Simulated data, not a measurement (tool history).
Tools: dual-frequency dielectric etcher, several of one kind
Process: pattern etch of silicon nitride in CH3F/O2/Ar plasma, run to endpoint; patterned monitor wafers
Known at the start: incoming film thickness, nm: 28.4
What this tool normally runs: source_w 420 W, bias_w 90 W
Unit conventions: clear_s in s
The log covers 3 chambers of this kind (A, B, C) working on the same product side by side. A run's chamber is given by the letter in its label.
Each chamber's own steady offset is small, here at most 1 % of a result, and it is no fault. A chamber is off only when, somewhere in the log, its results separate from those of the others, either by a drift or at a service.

| run | hour | source_w | bias_w | hours since the last wet clean | hours since the last source power generator calibration | hours since the last bias power generator calibration | clear_s |
|---|---|---|---|---|---|---|---|
| 1A | 11.2 | 420 | 90 | 232.0 | 3084.9 | 4097.6 | 37.487 |
| 2C | 20.6 | 420 | 90 | 395.0 | 1375.4 | 304.4 | 37.307 |
| 3B | 30.4 | 420 | 90 | 183.1 | 354.6 | 1703.5 | 37.257 |
| 4A | 39.7 | 420 | 90 | 260.5 | 3113.4 | 4126.1 | 37.684 |
| 5B | 47.5 | 420 | 90 | 200.2 | 371.7 | 1720.6 | 37.448 |
| 6C | 56.2 | 420 | 90 | 430.6 | 1411.0 | 340.0 | 37.260 |
| 7A | 68.9 | 420 | 90 | 289.7 | 3142.6 | 4155.3 | 37.869 |
| 8C | 80.6 | 420 | 90 | 455.0 | 1435.4 | 364.4 | 37.383 |
| 9B | 91.5 | 420 | 90 | 244.2 | 415.7 | 1764.6 | 37.325 |
| 10C | 101.4 | 420 | 90 | 475.8 | 1456.2 | 385.2 | 37.554 |
| 11A | 111.2 | 420 | 90 | 332.0 | 3184.9 | 4197.6 | 37.974 |
| 12B | 123.0 | 420 | 90 | 275.7 | 447.2 | 1796.1 | 37.272 |
| 13C | 132.8 | 420 | 90 | 507.2 | 1487.6 | 416.6 | 37.288 |
| 14B | 139.0 | 420 | 90 | 291.7 | 463.2 | 1812.1 | 37.274 |
| 15A | 147.8 | 420 | 90 | 368.6 | 3221.5 | 4234.2 | 38.262 |
|  | 149.0 | chamber C: wet clean of the chamber |
| 16C | 156.4 | 420 | 90 | 7.4 | 1511.2 | 440.2 | 37.615 |
| 17A | 168.3 | 420 | 102 | 389.1 | 3242.0 | 4254.7 | 36.439 |
| 18B | 176.0 | 420 | 102 | 328.7 | 500.2 | 1849.1 | 35.622 |
| 19C | 189.4 | 420 | 102 | 40.4 | 1544.2 | 473.2 | 35.950 |
| 20A | 202.0 | 420 | 90 | 422.8 | 3275.7 | 4288.4 | 38.864 |
| 21B | 208.2 | 380 | 79 | 360.9 | 532.4 | 1881.3 | 40.569 |
| 22C | 216.0 | 380 | 79 | 67.0 | 1570.8 | 499.8 | 40.587 |
| 23B | 223.2 | 380 | 79 | 375.9 | 547.4 | 1896.3 | 40.494 |
| 24A | 233.0 | 420 | 90 | 453.8 | 3306.7 | 4319.4 | 38.730 |
|  | 236.7 | chamber B: wet clean of the chamber |
| 25C | 241.1 | 390 | 90 | 92.1 | 1595.9 | 524.9 | 38.242 |
| 26B | 254.0 | 390 | 90 | 17.4 | 578.2 | 1927.1 | 38.215 |
| 27A | 265.4 | 390 | 90 | 486.2 | 3339.1 | 4351.8 | 40.069 |
| 28A | 271.9 | 420 | 90 | 492.7 | 3345.6 | 4358.3 | 38.807 |
| 29C | 278.8 | 420 | 90 | 129.8 | 1633.6 | 562.6 | 37.350 |
| 30B | 286.3 | 420 | 90 | 49.7 | 610.5 | 1959.4 | 37.251 |

Is one chamber off against the others, does the gauge drift, or is nothing wrong? If a chamber is off, say which, and what the likeliest cause is.

Chamber A drifts away from the others.
Most likely cause: etch rate under this chamber's usual, % = 3.55.

Which of the 4 candidates below, each the usual settings with something changed and its results left as question marks, puts chamber A back in line with what the other chambers give on the usual settings?
In line means no further than this from the other chambers' mean on the usual settings: clear_s 0.430 s
| 31A-1 | 296.2 | 420 | 111 |  |  |  | ? |
| 31A-2 | 296.2 | 450 | 96 |  |  |  | ? |
| 31A-3 | 296.2 | 420 | 72 |  |  |  | ? |
| 31A-4 | 296.2 | 370 | 90 |  |  |  | ? |

The other chambers' mean on the usual settings: clear_s 37.332 s
| run | clear_s |
|---|---|
| 31A-1 | 36.120 |
| 31A-2 | 37.113 |
| 31A-3 | 42.153 |
| 31A-4 | 40.916 |
31A-2 is the one that brings the chamber's results back in line with the other chambers.

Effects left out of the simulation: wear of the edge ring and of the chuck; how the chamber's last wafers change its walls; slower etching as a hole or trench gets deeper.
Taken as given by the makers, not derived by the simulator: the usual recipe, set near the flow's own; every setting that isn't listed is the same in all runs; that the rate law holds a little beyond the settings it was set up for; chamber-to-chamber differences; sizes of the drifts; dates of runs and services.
